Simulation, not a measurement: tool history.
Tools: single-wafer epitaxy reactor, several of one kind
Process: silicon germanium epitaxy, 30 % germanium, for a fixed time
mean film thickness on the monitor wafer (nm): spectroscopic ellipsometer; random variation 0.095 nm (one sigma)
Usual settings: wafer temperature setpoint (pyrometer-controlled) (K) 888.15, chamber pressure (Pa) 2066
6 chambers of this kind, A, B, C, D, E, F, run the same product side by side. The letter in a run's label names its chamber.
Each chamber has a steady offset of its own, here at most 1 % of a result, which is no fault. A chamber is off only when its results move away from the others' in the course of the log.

run	hour	wafer temperature setpoint (pyrometer-controlled) (K)	chamber pressure (Pa)	hours since the last pyrometer calibration	hours since the last manometer calibration	read-back reference wafer on the same gauge, thickness_nm	mean film thickness on the monitor wafer (nm)
1D	9.6	888.15	2066	671.1	2176.4	83.297	69.153
2C	17.2	888.15	2066	927.6	1239.6	83.284	69.349
3B	23.0	888.15	2066	1559.6	637.6	83.303	69.680
4A	29.5	888.15	2066	228.3	894.7	83.260	69.508
5E	41.2	899.15	2066	1433.5	1511.4	83.257	83.744
# hour 46.6: chamber F: pyrometer calibrated
6F	48.2	899.15	2066	1.6	1641.8	83.232	84.185
7D	56.6	899.15	2066	718.1	2223.4	83.244	83.946
8C	63.7	899.15	2066	974.1	1286.1	83.228	83.843
9A	77.0	899.15	2066	275.8	942.2	83.205	84.220
10F	83.7	899.15	2066	37.1	1677.3	83.169	83.960
11E	96.6	896.15	1680	1488.9	1566.8	83.188	73.412
12B	108.0	896.15	1680	1644.6	722.6	83.135	73.347
13B	118.4	896.15	1680	1655.0	733.0	83.162	73.247
14C	128.7	896.15	1680	1039.1	1351.1	83.130	73.327
15E	135.4	896.15	1680	1527.7	1605.6	83.140	73.311
16D	146.8	896.15	1680	808.3	2313.6	83.137	72.906
17A	154.7	888.15	2066	353.5	1019.9	83.123	69.424
18F	167.3	888.15	2066	120.7	1760.9	83.100	69.254
19D	178.6	888.15	2066	840.1	2345.4	83.094	68.764
20A	189.2	888.15	2066	388.0	1054.4	83.088	69.227
21F	195.7	888.15	2066	149.1	1789.3	83.065	69.407
22C	202.7	888.15	2066	1113.1	1425.1	83.063	69.182
23B	208.5	888.15	2066	1745.1	823.1	83.065	69.380
# hour 214.9: chamber E: capacitance manometer re-zeroed and calibrated
24E	218.9	888.15	2066	1611.2	4.0	83.046	69.207
# hour 221.1: chamber F: capacitance manometer re-zeroed and calibrated
25C	227.1	888.15	2066	1137.5	1449.5	83.022	69.171
26B	233.8	888.15	2066	1770.4	848.4	83.014	69.429
27D	239.8	888.15	2066	901.3	2406.6	83.051	68.838
28F	251.2	888.15	2066	204.6	30.1	83.004	69.404
29A	257.4	883.15	2066	456.2	1122.6	82.962	63.365
30E	263.7	883.15	2066	1656.0	48.8	82.966	63.364
# hour 272.9: chamber D: pyrometer calibrated
31F	275.0	883.15	2066	228.4	53.9	82.975	63.432
32B	281.8	883.15	2066	1818.4	896.4	82.978	63.485
33D	291.0	883.15	2066	18.2	2457.8	82.950	62.951
34C	299.0	883.15	2066	1209.4	1521.4	82.950	63.364
35E	308.3	888.15	2066	1700.6	93.4	82.982	69.123
36A	319.8	888.15	2066	518.6	1185.0	82.944	69.281
37E	328.1	888.15	2413	1720.4	113.2	82.918	73.287
38B	341.2	888.15	2413	1877.8	955.8	82.906	73.833
39D	352.0	888.15	2413	79.2	2518.8	82.913	73.365
40F	363.4	888.15	2413	316.8	142.3	82.831	73.612
41A	374.8	888.15	2413	573.6	1240.0	82.877	73.834
42C	383.9	888.15	2413	1294.3	1606.3	82.867	73.356

Next, every chamber runs the same settings. What will each give?
43A	393.5	888.15	2066				?
43B	393.5	888.15	2066				?
43C	393.5	888.15	2066				?
43D	393.5	888.15	2066				?
43E	393.5	888.15	2066				?
43F	393.5	888.15	2066				?

run	mean film thickness on the monitor wafer (nm)
43A	69.245
43B	69.357
43C	68.828
43D	68.853
43E	69.002
43F	69.155
